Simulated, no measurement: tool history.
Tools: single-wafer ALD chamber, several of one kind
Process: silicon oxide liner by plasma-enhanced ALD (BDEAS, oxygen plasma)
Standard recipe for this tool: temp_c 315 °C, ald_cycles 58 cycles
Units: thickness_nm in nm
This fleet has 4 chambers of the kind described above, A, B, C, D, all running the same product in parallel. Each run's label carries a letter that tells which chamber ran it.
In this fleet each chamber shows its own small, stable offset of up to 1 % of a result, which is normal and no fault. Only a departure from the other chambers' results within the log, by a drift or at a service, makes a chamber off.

run,hour,temp_c,ald_cycles,"read-back reference wafer on the same gauge, thickness_nm",thickness_nm
1A,11.9,315,58,4.2406,5.2946
2C,18.9,315,58,4.2409,5.3216
3D,31.4,315,58,4.2426,5.2803
4B,44.1,315,58,4.2425,5.3119
5A,52.4,315,58,4.2424,5.2873
6C,60.4,303,58,4.2445,5.4057
7B,67.5,303,58,4.2424,5.3986
8D,78.0,303,58,4.2443,5.3816
9C,88.7,303,58,4.2452,5.4118
10D,96.3,315,66,4.2459,6.0164
11B,103.3,315,66,4.2462,6.0355
12A,111.2,315,66,4.2454,6.0260
13B,125.5,315,66,4.2456,6.0296
14C,140.9,315,58,4.2454,5.3263
15A,155.9,315,58,4.2469,5.2904
16D,167.6,327,67,4.2481,5.9991
17A,181.0,327,67,4.2481,5.9913
18C,193.9,327,67,4.2506,6.0483
19D,208.9,327,67,4.2497,6.0148
20B,223.2,315,58,4.2515,5.3187
21C,233.1,315,58,4.2520,5.3304
22B,243.5,315,58,4.2520,5.3166
23A,254.1,315,58,4.2523,5.2989
24D,266.9,315,58,4.2520,5.3017
25A,274.5,315,58,4.2530,5.2967
26B,287.2,315,58,4.2551,5.3164
27D,300.1,329,64,4.2556,5.7306
28C,312.9,329,64,4.2549,5.7749
29C,322.2,329,64,4.2563,5.7633
30B,333.8,329,64,4.2573,5.7534
31A,342.6,304,66,4.2568,6.1220
32D,355.2,304,66,4.2579,6.1242
33B,364.8,304,66,4.2559,6.1636
34D,375.0,304,66,4.2590,6.1441
35C,389.0,315,65,4.2590,5.9766

Decide between three cases: one chamber stands off from its peers, the gauge reading all wafers drifts, or nothing is wrong past each chamber's small offset. Where a chamber is off, say which and what most likely put it there.

The shared gauge is drifting. All chambers look as if they move in step, but none is off.
Cause: gauge reads high (%) = 0.458.
